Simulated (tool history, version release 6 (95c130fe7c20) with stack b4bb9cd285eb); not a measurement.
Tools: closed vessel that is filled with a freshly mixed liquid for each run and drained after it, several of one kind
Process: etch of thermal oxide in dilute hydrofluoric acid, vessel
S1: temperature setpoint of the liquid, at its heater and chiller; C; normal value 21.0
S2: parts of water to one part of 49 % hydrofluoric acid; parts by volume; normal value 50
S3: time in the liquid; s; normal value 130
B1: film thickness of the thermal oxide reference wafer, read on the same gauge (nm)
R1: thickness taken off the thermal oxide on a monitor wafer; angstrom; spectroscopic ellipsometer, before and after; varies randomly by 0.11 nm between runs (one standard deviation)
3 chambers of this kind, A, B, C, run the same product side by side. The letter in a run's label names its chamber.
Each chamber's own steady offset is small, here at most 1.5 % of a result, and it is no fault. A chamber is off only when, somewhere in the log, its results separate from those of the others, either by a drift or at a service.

run     day    S1  S2   S3      B1       R1
 1A   0.404  21.0  50  130  39.981  112.100
 2C   0.812  21.0  50  130  40.013  111.290
 3B   1.079  21.0  50  130  39.967  112.840
 4A   1.512  21.0  50  130  39.954  111.820
 5B   1.729  21.0  50  130  40.019  108.700
 6C   2.158  21.0  50  130  39.993  110.130
 7A   2.433  21.0  50  175  39.931  150.600
 8B   2.821  21.0  50  175  40.065  148.470
 9C   3.067  21.0  50  175  40.003  150.630
10A   3.471  21.0  50  130  39.989  111.640
11C   3.671  21.0  50  130  40.008  111.200
12B   4.088  21.0  50  130  40.011  110.170
13C   4.404  21.0  50  130  39.970  113.040
14B   4.733  22.5  50  130  40.024  117.320
15A   5.083  22.5  50  130  40.014  119.460
16B   5.467  22.5  50  130  40.028  119.410
17C   5.738  21.0  50  130  39.982  110.980
18A   6.133  21.0  50  130  40.045  113.110
19A   6.392  21.0  50  130  40.016  113.200
20C   6.658  21.0  50  130  40.040  111.520
21B   6.979  21.0  50  130  39.963  110.150
22C   7.329  21.0  50  130  39.956  110.450
23B   7.554  21.0  50  130  40.006  110.160
24A   7.946  23.0  60  130  40.024  102.120
25B   8.300  23.0  60  130  40.001   99.474
26C   8.629  23.0  60  130  39.985  101.880
27A   8.983  21.0  50  130  40.000  110.550
28B   9.283  21.0  50  130  40.021  109.940
29C   9.475  21.0  50  130  40.030  109.220
30A   9.800  21.0  50  130  40.001  110.400
31C  10.154  21.0  60  130  40.032   92.080
32A  10.350  21.0  60  130  39.993   92.427
33B  10.638  21.0  60  130  39.986   90.611
34B  10.975  21.0  50  130  39.968  111.400
35C  11.346  21.0  50  130  39.959  110.870
36A  11.562  21.0  50  130  40.012  113.000
37C  11.812  21.0  50   60  39.980   51.519
38A  12.254  21.0  50   60  40.019   52.321

The same settings go to every chamber for the next run, one line per chamber below. Forecast the results for each:
39A  12.575  21.0  35  130       ?
39B  12.575  21.0  35  130       ?
39C  12.575  21.0  35  130       ?

run       R1
39A  162.560
39B  158.260
39C  162.870
